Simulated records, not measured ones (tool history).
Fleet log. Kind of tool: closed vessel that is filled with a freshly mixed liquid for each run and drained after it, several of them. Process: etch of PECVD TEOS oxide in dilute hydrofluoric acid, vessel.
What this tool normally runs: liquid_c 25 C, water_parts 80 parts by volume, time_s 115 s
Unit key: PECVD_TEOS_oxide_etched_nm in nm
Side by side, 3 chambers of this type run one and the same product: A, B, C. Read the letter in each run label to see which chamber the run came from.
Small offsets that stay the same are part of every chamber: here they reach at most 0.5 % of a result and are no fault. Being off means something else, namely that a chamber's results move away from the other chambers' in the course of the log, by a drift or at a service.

run	hour	liquid_c	water_parts	time_s	hours since the thermometer was replaced	hours since the hydrofluoric acid flow meter was replaced	read-back film thickness of the PECVD TEOS oxide reference wafer, read on the same gauge (nm)	PECVD_TEOS_oxide_etched_nm
1A	5.2	25	80	115	94.0	807.2	29.968	37.321
2B	13.1	25	80	115	706.7	1139.8	30.020	37.708
3C	19.9	25	80	115	773.0	224.1	30.018	37.314
4A	25.1	25	80	115	113.9	827.1	29.974	37.356
5C	32.5	25	80	115	785.6	236.7	30.011	37.330
6B	40.7	25	80	115	734.3	1167.4	30.013	37.576
7A	47.2	25	80	115	136.0	849.2	30.009	37.264
8B	58.0	25	80	115	751.6	1184.7	30.015	38.037
9C	66.0	27	80	175	819.1	270.2	29.971	61.633
10C	73.8	27	80	175	826.9	278.0	30.009	61.514
11A	80.9	27	80	175	169.7	882.9	30.008	60.706
12B	92.0	25	80	115	785.6	1218.7	29.981	37.460
13B	97.9	25	80	115	791.5	1224.6	30.018	37.466
14A	105.9	25	80	115	194.7	907.9	30.005	36.683
15C	114.1	25	65	155	867.2	318.3	30.006	63.085
16C	122.0	25	65	155	875.1	326.2	29.966	63.962
17B	133.1	25	65	155	826.7	1259.8	29.990	64.060
18A	139.7	25	80	115	228.5	941.7	30.007	36.291
19A	145.4	25	65	150	234.2	947.4	30.023	58.802
20B	150.8	25	65	150	844.4	1277.5	30.023	61.805

Next, every chamber runs the same settings. What will each give?
21A	159.2	25	80	180				?
21B	159.2	25	80	180				?
21C	159.2	25	80	180				?

run	PECVD_TEOS_oxide_etched_nm
21A	56.553
21B	58.655
21C	58.761
